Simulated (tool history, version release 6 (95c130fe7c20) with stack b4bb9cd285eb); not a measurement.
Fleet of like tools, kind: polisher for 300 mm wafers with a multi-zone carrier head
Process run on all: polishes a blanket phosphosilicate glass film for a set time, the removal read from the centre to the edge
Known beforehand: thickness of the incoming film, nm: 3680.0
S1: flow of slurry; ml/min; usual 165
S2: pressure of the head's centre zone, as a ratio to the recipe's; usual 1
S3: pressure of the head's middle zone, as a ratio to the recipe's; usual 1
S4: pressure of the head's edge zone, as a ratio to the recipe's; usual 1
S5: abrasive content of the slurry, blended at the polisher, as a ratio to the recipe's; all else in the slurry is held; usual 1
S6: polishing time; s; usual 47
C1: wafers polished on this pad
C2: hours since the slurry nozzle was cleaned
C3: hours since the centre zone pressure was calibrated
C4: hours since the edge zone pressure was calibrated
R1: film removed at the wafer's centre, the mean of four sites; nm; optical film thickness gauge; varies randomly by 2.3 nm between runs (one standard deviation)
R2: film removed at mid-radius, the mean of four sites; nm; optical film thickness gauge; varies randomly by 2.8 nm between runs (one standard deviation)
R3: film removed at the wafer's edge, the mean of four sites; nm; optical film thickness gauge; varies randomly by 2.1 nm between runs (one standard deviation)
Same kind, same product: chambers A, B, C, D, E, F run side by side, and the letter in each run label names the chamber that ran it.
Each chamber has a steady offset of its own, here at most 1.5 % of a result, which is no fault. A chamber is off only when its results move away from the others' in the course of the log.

{"hour": 1.0, "done": "chamber E: worn pad replaced by a new one"}
{"run": "1D", "hour": 7.6, "S1": 165, "S2": 1, "S3": 1, "S4": 1, "S5": 1, "S6": 47, "C1": 862, "C2": 168.2, "C3": 132.6, "C4": 118.4, "R1": 209.77, "R2": 208.18, "R3": 210.85}
{"run": "2C", "hour": 15.0, "S1": 165, "S2": 1, "S3": 1, "S4": 1, "S5": 1, "S6": 47, "C1": 1595, "C2": 645.9, "C3": 748.2, "C4": 185.8, "R1": 215.23, "R2": 217.13, "R3": 218.38}
{"run": "3F", "hour": 24.1, "S1": 165, "S2": 1, "S3": 1, "S4": 1, "S5": 1, "S6": 47, "C1": 318, "C2": 669.2, "C3": 216.7, "C4": 177.6, "R1": 210.97, "R2": 215.2, "R3": 208.05}
{"hour": 24.2, "done": "chamber C: worn pad replaced by a new one"}
{"run": "4A", "hour": 29.0, "S1": 165, "S2": 1, "S3": 1, "S4": 1, "S5": 1, "S6": 47, "C1": 683, "C2": 239.2, "C3": 177, "C4": 575.4, "R1": 207.16, "R2": 211.66, "R3": 215.41}
{"hour": 33.0, "done": "chamber F: slurry nozzle cleaned"}
{"run": "5B", "hour": 38.0, "S1": 165, "S2": 1, "S3": 1, "S4": 1, "S5": 1, "S6": 47, "C1": 834, "C2": 441.5, "C3": 150.4, "C4": 441, "R1": 209.6, "R2": 204.39, "R3": 205.91}
{"run": "6E", "hour": 46.2, "S1": 165, "S2": 1, "S3": 1, "S4": 1, "S5": 0.9, "S6": 47, "C1": 397, "C2": 420.2, "C3": 633, "C4": 81.8, "R1": 207.93, "R2": 198.28, "R3": 196.86}
{"hour": 47.8, "done": "chamber B: worn pad replaced by a new one"}
{"hour": 51.4, "done": "chamber D: slurry nozzle cleaned"}
{"run": "7D", "hour": 55.6, "S1": 165, "S2": 1, "S3": 1, "S4": 1, "S5": 0.9, "S6": 47, "C1": 1284, "C2": 4.2, "C3": 180.6, "C4": 166.4, "R1": 197.83, "R2": 201.33, "R3": 197.97}
{"run": "8B", "hour": 65.1, "S1": 165, "S2": 1, "S3": 1, "S4": 1, "S5": 0.9, "S6": 47, "C1": 152, "C2": 468.6, "C3": 177.5, "C4": 468.1, "R1": 199.92, "R2": 201.18, "R3": 198}
{"run": "9C", "hour": 70.9, "S1": 165, "S2": 1, "S3": 1, "S4": 1, "S5": 0.9, "S6": 47, "C1": 411, "C2": 701.8, "C3": 804.1, "C4": 241.7, "R1": 202.43, "R2": 195.71, "R3": 203.29}
{"hour": 72.5, "done": "chamber D: worn pad replaced by a new one"}
{"run": "10A", "hour": 78.2, "S1": 165, "S2": 1, "S3": 1, "S4": 1, "S5": 0.9, "S6": 47, "C1": 1116, "C2": 288.4, "C3": 226.2, "C4": 624.6, "R1": 195.81, "R2": 200.98, "R3": 198.5}
{"run": "11F", "hour": 83.5, "S1": 165, "S2": 1, "S3": 1, "S4": 1, "S5": 0.9, "S6": 47, "C1": 840, "C2": 50.6, "C3": 276.1, "C4": 237, "R1": 198.37, "R2": 200.87, "R3": 199.71}
{"run": "12E", "hour": 87.9, "S1": 165, "S2": 1, "S3": 1, "S4": 1, "S5": 1, "S6": 47, "C1": 764, "C2": 461.9, "C3": 674.7, "C4": 123.5, "R1": 207.82, "R2": 214.14, "R3": 208.27}
{"hour": 92.0, "done": "chamber F: worn pad replaced by a new one"}
{"hour": 92.1, "done": "chamber A: worn pad replaced by a new one"}
{"run": "13A", "hour": 94.6, "S1": 165, "S2": 1, "S3": 1, "S4": 1, "S5": 1, "S6": 47, "C1": 22, "C2": 304.8, "C3": 242.6, "C4": 641, "R1": 206.62, "R2": 212.06, "R3": 210.45}
{"run": "14D", "hour": 100.6, "S1": 165, "S2": 1, "S3": 1, "S4": 1, "S5": 1, "S6": 47, "C1": 247, "C2": 49.2, "C3": 225.6, "C4": 211.4, "R1": 210.09, "R2": 209.86, "R3": 210.35}
{"run": "15C", "hour": 105.5, "S1": 165, "S2": 1, "S3": 1, "S4": 1, "S5": 1, "S6": 47, "C1": 716, "C2": 736.4, "C3": 838.7, "C4": 276.3, "R1": 212.71, "R2": 210.62, "R3": 215.32}
{"run": "16F", "hour": 110.4, "S1": 165, "S2": 1, "S3": 1, "S4": 1, "S5": 1, "S6": 47, "C1": 161, "C2": 77.5, "C3": 303, "C4": 263.9, "R1": 212.02, "R2": 207.27, "R3": 210.98}
{"run": "17B", "hour": 119.9, "S1": 165, "S2": 1, "S3": 1, "S4": 1.07, "S5": 0.75, "S6": 47, "C1": 635, "C2": 523.4, "C3": 232.3, "C4": 522.9, "R1": 181.49, "R2": 180.24, "R3": 188.35}
{"hour": 123.7, "done": "chamber C: slurry nozzle cleaned"}
{"run": "18E", "hour": 129.3, "S1": 165, "S2": 1, "S3": 1, "S4": 1.07, "S5": 0.75, "S6": 47, "C1": 1129, "C2": 503.3, "C3": 716.1, "C4": 164.9, "R1": 181.18, "R2": 184.69, "R3": 192.26}
{"hour": 130.3, "done": "chamber B: slurry nozzle cleaned"}
{"hour": 136.2, "done": "chamber B: worn pad replaced by a new one"}
{"run": "19F", "hour": 138.1, "S1": 165, "S2": 1, "S3": 1, "S4": 1.07, "S5": 0.75, "S6": 47, "C1": 405, "C2": 105.2, "C3": 330.7, "C4": 291.6, "R1": 184.21, "R2": 185.32, "R3": 188.79}
{"hour": 146.4, "done": "chamber E: slurry nozzle cleaned"}
{"run": "20D", "hour": 147.0, "S1": 165, "S2": 1, "S3": 1, "S4": 1.07, "S5": 0.75, "S6": 47, "C1": 655, "C2": 95.6, "C3": 272, "C4": 257.8, "R1": 180.25, "R2": 184.17, "R3": 190.75}
{"run": "21C", "hour": 155.6, "S1": 165, "S2": 1, "S3": 1, "S4": 1.07, "S5": 0.75, "S6": 47, "C1": 1157, "C2": 32, "C3": 888.8, "C4": 326.4, "R1": 181.75, "R2": 182.42, "R3": 192.57}
{"hour": 156.8, "done": "chamber E: centre zone pressure recalibrated"}
{"hour": 160.7, "done": "chamber A: edge zone pressure recalibrated"}
{"hour": 161.6, "done": "chamber E: worn pad replaced by a new one"}
{"run": "22E", "hour": 165.1, "S1": 165, "S2": 1, "S3": 1, "S4": 1.07, "S5": 0.75, "S6": 47, "C1": 30, "C2": 18.7, "C3": 8.4, "C4": 200.7, "R1": 197.11, "R2": 181.26, "R3": 190.59}
{"run": "23B", "hour": 170.2, "S1": 165, "S2": 1, "S3": 1, "S4": 0.91, "S5": 1, "S6": 47, "C1": 299, "C2": 40, "C3": 282.6, "C4": 573.2, "R1": 207.21, "R2": 211.58, "R3": 197.05}
{"run": "24A", "hour": 177.7, "S1": 165, "S2": 1, "S3": 1, "S4": 0.91, "S5": 1, "S6": 47, "C1": 753, "C2": 387.9, "C3": 325.7, "C4": 17.1, "R1": 215.56, "R2": 207.2, "R3": 201.78}
{"hour": 179.7, "done": "chamber C: worn pad replaced by a new one"}
{"hour": 183.7, "done": "chamber C: centre zone pressure recalibrated"}
{"run": "25F", "hour": 186.1, "S1": 165, "S2": 1, "S3": 1, "S4": 0.91, "S5": 1, "S6": 47, "C1": 828, "C2": 153.2, "C3": 378.7, "C4": 339.6, "R1": 212.04, "R2": 209.84, "R3": 200.7}
{"run": "26C", "hour": 194.2, "S1": 165, "S2": 1, "S3": 1, "S4": 0.91, "S5": 1, "S6": 47, "C1": 128, "C2": 70.6, "C3": 10.5, "C4": 365, "R1": 216.17, "R2": 213.58, "R3": 203.66}
{"hour": 196.7, "done": "chamber A: slurry nozzle cleaned"}
{"hour": 196.9, "done": "chamber F: worn pad replaced by a new one"}
{"run": "27D", "hour": 198.7, "S1": 165, "S2": 1, "S3": 1, "S4": 0.91, "S5": 1, "S6": 47, "C1": 1110, "C2": 147.3, "C3": 323.7, "C4": 309.5, "R1": 208.5, "R2": 208.42, "R3": 201.02}
{"hour": 200.5, "done": "chamber D: centre zone pressure recalibrated"}
{"hour": 205.5, "done": "chamber D: edge zone pressure recalibrated"}
{"run": "28A", "hour": 207.0, "S1": 165, "S2": 1, "S3": 1, "S4": 0.91, "S5": 1, "S6": 47, "C1": 1011, "C2": 10.4, "C3": 355, "C4": 46.4, "R1": 211.84, "R2": 210.42, "R3": 197.78}
{"hour": 209.4, "done": "chamber D: worn pad replaced by a new one"}
{"run": "29E", "hour": 211.9, "S1": 165, "S2": 1, "S3": 1, "S4": 1, "S5": 1, "S6": 47, "C1": 442, "C2": 65.5, "C3": 55.2, "C4": 247.5, "R1": 229.41, "R2": 215.41, "R3": 207.38}
{"run": "30B", "hour": 216.5, "S1": 165, "S2": 1, "S3": 1, "S4": 1, "S5": 1, "S6": 47, "C1": 706, "C2": 86.3, "C3": 328.9, "C4": 619.5, "R1": 205.85, "R2": 209.81, "R3": 208.24}
{"run": "31B", "hour": 221.2, "S1": 165, "S2": 1, "S3": 1, "S4": 1, "S5": 1, "S6": 47, "C1": 748, "C2": 91, "C3": 333.6, "C4": 624.2, "R1": 210.41, "R2": 209.69, "R3": 209.5}
{"run": "32F", "hour": 226.0, "S1": 165, "S2": 1, "S3": 0.92, "S4": 1, "S5": 1, "S6": 47, "C1": 256, "C2": 193.1, "C3": 418.6, "C4": 379.5, "R1": 209.64, "R2": 198.77, "R3": 208.72}
{"hour": 227.8, "done": "chamber A: worn pad replaced by a new one"}
{"run": "33D", "hour": 233.5, "S1": 165, "S2": 1, "S3": 0.92, "S4": 1, "S5": 1, "S6": 47, "C1": 212, "C2": 182.1, "C3": 33, "C4": 28, "R1": 206.9, "R2": 192.88, "R3": 210.79}
{"run": "34E", "hour": 241.8, "S1": 165, "S2": 1, "S3": 0.92, "S4": 1, "S5": 1, "S6": 47, "C1": 705, "C2": 95.4, "C3": 85.1, "C4": 277.4, "R1": 228.36, "R2": 190.76, "R3": 211.48}
{"run": "35A", "hour": 248.0, "S1": 165, "S2": 1, "S3": 0.92, "S4": 1, "S5": 1, "S6": 47, "C1": 178, "C2": 51.4, "C3": 396, "C4": 87.4, "R1": 208.6, "R2": 198.15, "R3": 212.47}
{"hour": 250.4, "done": "chamber B: worn pad replaced by a new one"}
{"run": "36C", "hour": 257.6, "S1": 165, "S2": 1, "S3": 0.92, "S4": 1, "S5": 1, "S6": 47, "C1": 686, "C2": 134, "C3": 73.9, "C4": 428.4, "R1": 213.59, "R2": 196.91, "R3": 217.35}
{"hour": 257.9, "done": "chamber D: slurry nozzle cleaned"}
{"run": "37A", "hour": 265.5, "S1": 165, "S2": 1, "S3": 0.92, "S4": 1, "S5": 1, "S6": 47, "C1": 332, "C2": 68.9, "C3": 413.5, "C4": 104.9, "R1": 204.96, "R2": 191.3, "R3": 212.62}
{"run": "38B", "hour": 272.4, "S1": 165, "S2": 1, "S3": 1, "S4": 1, "S5": 1, "S6": 37, "C1": 193, "C2": 142.2, "C3": 384.8, "C4": 675.4, "R1": 162.74, "R2": 166.07, "R3": 164.51}
{"run": "39D", "hour": 280.1, "S1": 165, "S2": 1, "S3": 1, "S4": 1, "S5": 1, "S6": 37, "C1": 622, "C2": 22.2, "C3": 79.6, "C4": 74.6, "R1": 164.67, "R2": 168.67, "R3": 162.78}
{"run": "40C", "hour": 285.3, "S1": 165, "S2": 1, "S3": 1, "S4": 1, "S5": 1, "S6": 37, "C1": 930, "C2": 161.7, "C3": 101.6, "C4": 456.1, "R1": 167.04, "R2": 164.74, "R3": 166.1}

For the next run the whole fleet of 6 chambers uses the same settings. Give each chamber's results:
{"run": "41A", "hour": 292.4, "S1": 165, "S2": 1.11, "S3": 1, "S4": 1, "S5": 1, "S6": 47, "R1": "?", "R2": "?", "R3": "?"}
{"run": "41B", "hour": 292.4, "S1": 165, "S2": 1.11, "S3": 1, "S4": 1, "S5": 1, "S6": 47, "R1": "?", "R2": "?", "R3": "?"}
{"run": "41C", "hour": 292.4, "S1": 165, "S2": 1.11, "S3": 1, "S4": 1, "S5": 1, "S6": 47, "R1": "?", "R2": "?", "R3": "?"}
{"run": "41D", "hour": 292.4, "S1": 165, "S2": 1.11, "S3": 1, "S4": 1, "S5": 1, "S6": 47, "R1": "?", "R2": "?", "R3": "?"}
{"run": "41E", "hour": 292.4, "S1": 165, "S2": 1.11, "S3": 1, "S4": 1, "S5": 1, "S6": 47, "R1": "?", "R2": "?", "R3": "?"}
{"run": "41F", "hour": 292.4, "S1": 165, "S2": 1.11, "S3": 1, "S4": 1, "S5": 1, "S6": 47, "R1": "?", "R2": "?", "R3": "?"}

run=41A R1=231.28 R2=217.19 R3=209.4
run=41B R1=233.76 R2=210.47 R3=204.8
run=41C R1=237.6 R2=208.32 R3=215.67
run=41D R1=237.4 R2=205.01 R3=210.67
run=41E R1=257.51 R2=203.96 R3=208.28
run=41F R1=236.99 R2=213.54 R3=209.61
